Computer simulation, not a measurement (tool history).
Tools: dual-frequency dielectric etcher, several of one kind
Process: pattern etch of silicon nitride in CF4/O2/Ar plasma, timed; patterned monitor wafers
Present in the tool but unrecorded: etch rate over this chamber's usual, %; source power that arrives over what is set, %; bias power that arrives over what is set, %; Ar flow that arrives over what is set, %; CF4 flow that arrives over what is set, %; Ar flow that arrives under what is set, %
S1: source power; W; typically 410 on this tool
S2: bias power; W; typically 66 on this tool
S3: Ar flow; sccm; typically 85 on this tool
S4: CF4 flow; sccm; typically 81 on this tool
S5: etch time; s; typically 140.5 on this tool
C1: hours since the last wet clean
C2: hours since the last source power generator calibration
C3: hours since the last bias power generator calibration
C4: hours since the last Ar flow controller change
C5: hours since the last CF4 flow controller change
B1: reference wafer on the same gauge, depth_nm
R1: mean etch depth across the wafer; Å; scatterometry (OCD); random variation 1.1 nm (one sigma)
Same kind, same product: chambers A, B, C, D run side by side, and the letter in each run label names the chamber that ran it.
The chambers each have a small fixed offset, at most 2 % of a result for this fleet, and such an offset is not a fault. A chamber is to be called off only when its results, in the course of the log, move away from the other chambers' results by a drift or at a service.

Run 1A, hour 5.8: usual settings; C1 300.1; C2 2356.2; C3 1660.5; C4 1544.2; C5 1173.2; B1 273.4. Result: R1 2492.1 Å.
At hour 6.4: chamber D: wet clean of the chamber.
Run 2C, hour 9.2: usual settings; C1 505.1; C2 1093.1; C3 240.4; C4 2645.4; C5 448; B1 272.91. Result: R1 2472.3 Å.
At hour 12.2: chamber C: wet clean of the chamber.
Run 3D, hour 14.1: usual settings; C1 7.7; C2 963.9; C3 429.8; C4 555.1; C5 3708.4; B1 273.18. Result: R1 2523 Å.
Run 4B, hour 20.9: usual settings; C1 174.8; C2 3540; C3 1428.6; C4 981.9; C5 1425.1; B1 273.01. Result: R1 2538.2 Å.
Run 5B, hour 26.6: usual settings; C1 180.5; C2 3545.7; C3 1434.3; C4 987.6; C5 1430.8; B1 273.02. Result: R1 2537 Å.
Run 6A, hour 32.7: usual settings; C1 327; C2 2383.1; C3 1687.4; C4 1571.1; C5 1200.1; B1 273.12. Result: R1 2467.1 Å.
Run 7D, hour 38.1: usual settings; C1 31.7; C2 987.9; C3 453.8; C4 579.1; C5 3732.4; B1 273.21. Result: R1 2523.6 Å.
Run 8C, hour 41.3: usual settings but S1 500 W, S3 68 sccm; C1 29.2; C2 1125.2; C3 272.5; C4 2677.5; C5 480.1; B1 272.89. Result: R1 3017.6 Å.
Run 9A, hour 45.5: usual settings but S1 500 W, S3 68 sccm; C1 339.8; C2 2395.9; C3 1700.2; C4 1583.9; C5 1212.9; B1 272.94. Result: R1 3003 Å.
Run 10B, hour 52.3: usual settings but S1 500 W, S3 68 sccm; C1 206.2; C2 3571.4; C3 1460; C4 1013.3; C5 1456.5; B1 272.9. Result: R1 3087.6 Å.
Run 11D, hour 58.6: usual settings but S1 500 W, S3 68 sccm; C1 52.2; C2 1008.4; C3 474.3; C4 599.6; C5 3752.9; B1 273.1. Result: R1 3051.2 Å.
Run 12C, hour 63: usual settings; C1 50.9; C2 1146.9; C3 294.2; C4 2699.2; C5 501.8; B1 273.04. Result: R1 2441.8 Å.
Run 13A, hour 69.4: usual settings; C1 363.7; C2 2419.8; C3 1724.1; C4 1607.8; C5 1236.8; B1 272.76. Result: R1 2497.5 Å.
Run 14B, hour 74.6: usual settings but S3 95 sccm; C1 228.5; C2 3593.7; C3 1482.3; C4 1035.6; C5 1478.8; B1 273.32. Result: R1 2492.2 Å.
Run 15D, hour 79.1: usual settings but S3 95 sccm; C1 72.7; C2 1028.9; C3 494.8; C4 620.1; C5 3773.4; B1 272.9. Result: R1 2492.3 Å.
Run 16C, hour 83.5: usual settings but S3 95 sccm; C1 71.4; C2 1167.4; C3 314.7; C4 2719.7; C5 522.3; B1 273.21. Result: R1 2436.2 Å.
Run 17C, hour 88.1: usual settings but S3 95 sccm; C1 76; C2 1172; C3 319.3; C4 2724.3; C5 526.9; B1 272.81. Result: R1 2439.4 Å.
Run 18D, hour 93: usual settings but S3 98 sccm; C1 86.6; C2 1042.8; C3 508.7; C4 634; C5 3787.3; B1 272.87. Result: R1 2477.7 Å.
Run 19B, hour 98.6: usual settings but S3 98 sccm; C1 252.5; C2 3617.7; C3 1506.3; C4 1059.6; C5 1502.8; B1 273.2. Result: R1 2501.1 Å.
Run 20A, hour 103: usual settings but S3 98 sccm; C1 397.3; C2 2453.4; C3 1757.7; C4 1641.4; C5 1270.4; B1 273.29. Result: R1 2422.9 Å.
Run 21B, hour 107.9: usual settings but S3 98 sccm; C1 261.8; C2 3627; C3 1515.6; C4 1068.9; C5 1512.1; B1 273.21. Result: R1 2494.4 Å.
Run 22D, hour 113: usual settings but S1 330 W, S2 73 W; C1 106.6; C2 1062.8; C3 528.7; C4 654; C5 3807.3; B1 273.04. Result: R1 2180.2 Å.
Run 23C, hour 116.3: usual settings but S1 330 W, S2 73 W; C1 104.2; C2 1200.2; C3 347.5; C4 2752.5; C5 555.1; B1 273.26. Result: R1 2127.9 Å.
Run 24A, hour 119.5: usual settings but S1 330 W, S2 73 W; C1 413.8; C2 2469.9; C3 1774.2; C4 1657.9; C5 1286.9; B1 272.9. Result: R1 2127 Å.
Run 25A, hour 124.3: usual settings but S1 330 W, S2 73 W; C1 418.6; C2 2474.7; C3 1779; C4 1662.7; C5 1291.7; B1 273.3. Result: R1 2139.1 Å.
Run 26B, hour 130.2: usual settings; C1 284.1; C2 3649.3; C3 1537.9; C4 1091.2; C5 1534.4; B1 273.35. Result: R1 2510.1 Å.

Has any chamber moved away from the others, gradually or after a service, or does the common gauge drift, or do the chambers differ only by their own small steady offsets? State the chamber and the most likely cause if one applies.

No chamber is off and the gauge is stable; the differences are just each chamber's small, constant offset.
